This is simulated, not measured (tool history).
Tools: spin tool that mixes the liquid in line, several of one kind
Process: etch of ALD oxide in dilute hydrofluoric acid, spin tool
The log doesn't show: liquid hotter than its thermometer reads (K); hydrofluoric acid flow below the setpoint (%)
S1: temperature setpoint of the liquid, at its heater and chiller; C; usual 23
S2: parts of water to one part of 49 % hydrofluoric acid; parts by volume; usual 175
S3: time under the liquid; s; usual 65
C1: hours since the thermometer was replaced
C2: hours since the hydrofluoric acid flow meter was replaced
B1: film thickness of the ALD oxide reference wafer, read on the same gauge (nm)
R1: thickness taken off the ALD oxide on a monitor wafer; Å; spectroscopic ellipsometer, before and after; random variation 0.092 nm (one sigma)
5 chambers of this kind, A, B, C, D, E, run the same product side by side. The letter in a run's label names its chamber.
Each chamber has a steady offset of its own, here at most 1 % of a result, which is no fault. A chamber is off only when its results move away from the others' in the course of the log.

run,day,S1,S2,S3,C1,C2,B1,R1
1C,0.458,23,175,65,894.8,1376.2,70.009,107.66
2E,0.95,23,175,65,1004.3,170.5,69.984,109.23
3B,1.45,23,175,65,197.7,678,70.044,105.22
4D,2.033,23,175,65,262.8,647.4,69.979,106.16
5A,2.446,23,175,65,232.9,1078.8,70.049,107.26
6D,2.783,23,175,65,280.8,665.4,69.976,104.25
7E,3.425,26.5,175,45,1063.7,229.9,70.031,84.611
8C,3.904,26.5,175,45,977.5,1458.9,70.019,83.6
9B,4.462,26.5,175,45,270,750.3,70.009,83.492
10A,4.783,26.5,175,45,289,1134.9,70.028,83.991
11C,5.412,26.5,175,45,1013.7,1495.1,70.005,83.144
12E,5.721,23,175,65,1118.8,285,70.019,108.38
13A,6.375,23,175,65,327.2,1173.1,70.015,107.59
14B,6.675,23,175,65,323.1,803.4,70.014,105.94
15D,7.125,23,175,65,385,769.6,70.049,105.64
16D,7.646,26.5,115,65,397.5,782.1,69.996,197.94
17C,8.242,26.5,115,65,1081.6,1563,70.002,201.19
18A,8.771,26.5,115,65,384.7,1230.6,69.987,197.29
19B,9.383,26.5,115,65,388.1,868.4,70.031,200.37
20E,9.762,26.5,115,65,1215.8,382,70.028,210.46
21A,10.225,23,175,65,419.6,1265.5,69.998,107.26
22B,10.533,23,175,65,415.7,896,70.031,104.15
23E,11.108,23,175,65,1248.1,414.3,70.003,111.45
24C,11.408,23,175,65,1157.6,1639,70.001,107.23
25D,11.833,23,175,65,498,882.6,69.968,106.14
26E,12.267,23,175,65,1275.9,442.1,70.028,111.59
# day 12.283: chamber A: hydrofluoric acid flow meter replaced
27D,12.754,23,175,65,520.1,904.7,70.036,106.74
28A,13.417,23,175,65,496.2,27.3,70.027,108.34
29B,13.846,23,175,65,495.2,975.5,69.986,108.18
30C,14.279,23,175,65,1226.5,1707.9,69.996,105.22
31C,14.612,23,175,65,1234.5,1715.9,70.028,106.16
32E,15.183,23,175,65,1345.9,512.1,70.01,113.98
33B,15.542,23,175,65,535.9,1016.2,70.023,104.52
34A,15.833,23,175,65,554.2,85.3,69.988,106.86
35D,16.442,23,175,65,608.6,993.2,70.006,107.08
# day 16.496: chamber D: thermometer replaced
36D,17.096,23,175,65,14.4,1008.9,69.97,108.08

Is one chamber off against the others, does the gauge drift, or is nothing wrong? If a chamber is off, say which, and what the likeliest cause is.

Chamber E drifts away from the others.
Cause: liquid hotter than its thermometer reads (K) = 2.03.
The log may not tell that from: hydrofluoric acid flow above the setpoint (%).

Here are 4 candidates for chamber E's next run, each the usual settings with a change, their results left as question marks. Which one brings its results back in line with what the others give on the usual settings?
In line means no further than this from the other chambers' mean on the usual settings: R1 3.2 Å
37E-1,17.579,19,175,65,,,,?
37E-2,17.579,25.5,175,65,,,,?
37E-3,17.579,23.5,175,75,,,,?
37E-4,17.579,23,175,60,,,,?

The other chambers' mean on the usual settings: R1 106.47 Å
run,R1
37E-1,100.38
37E-2,128.1
37E-3,137.39
37E-4,107.89
37E-4 brings the chamber back in line.
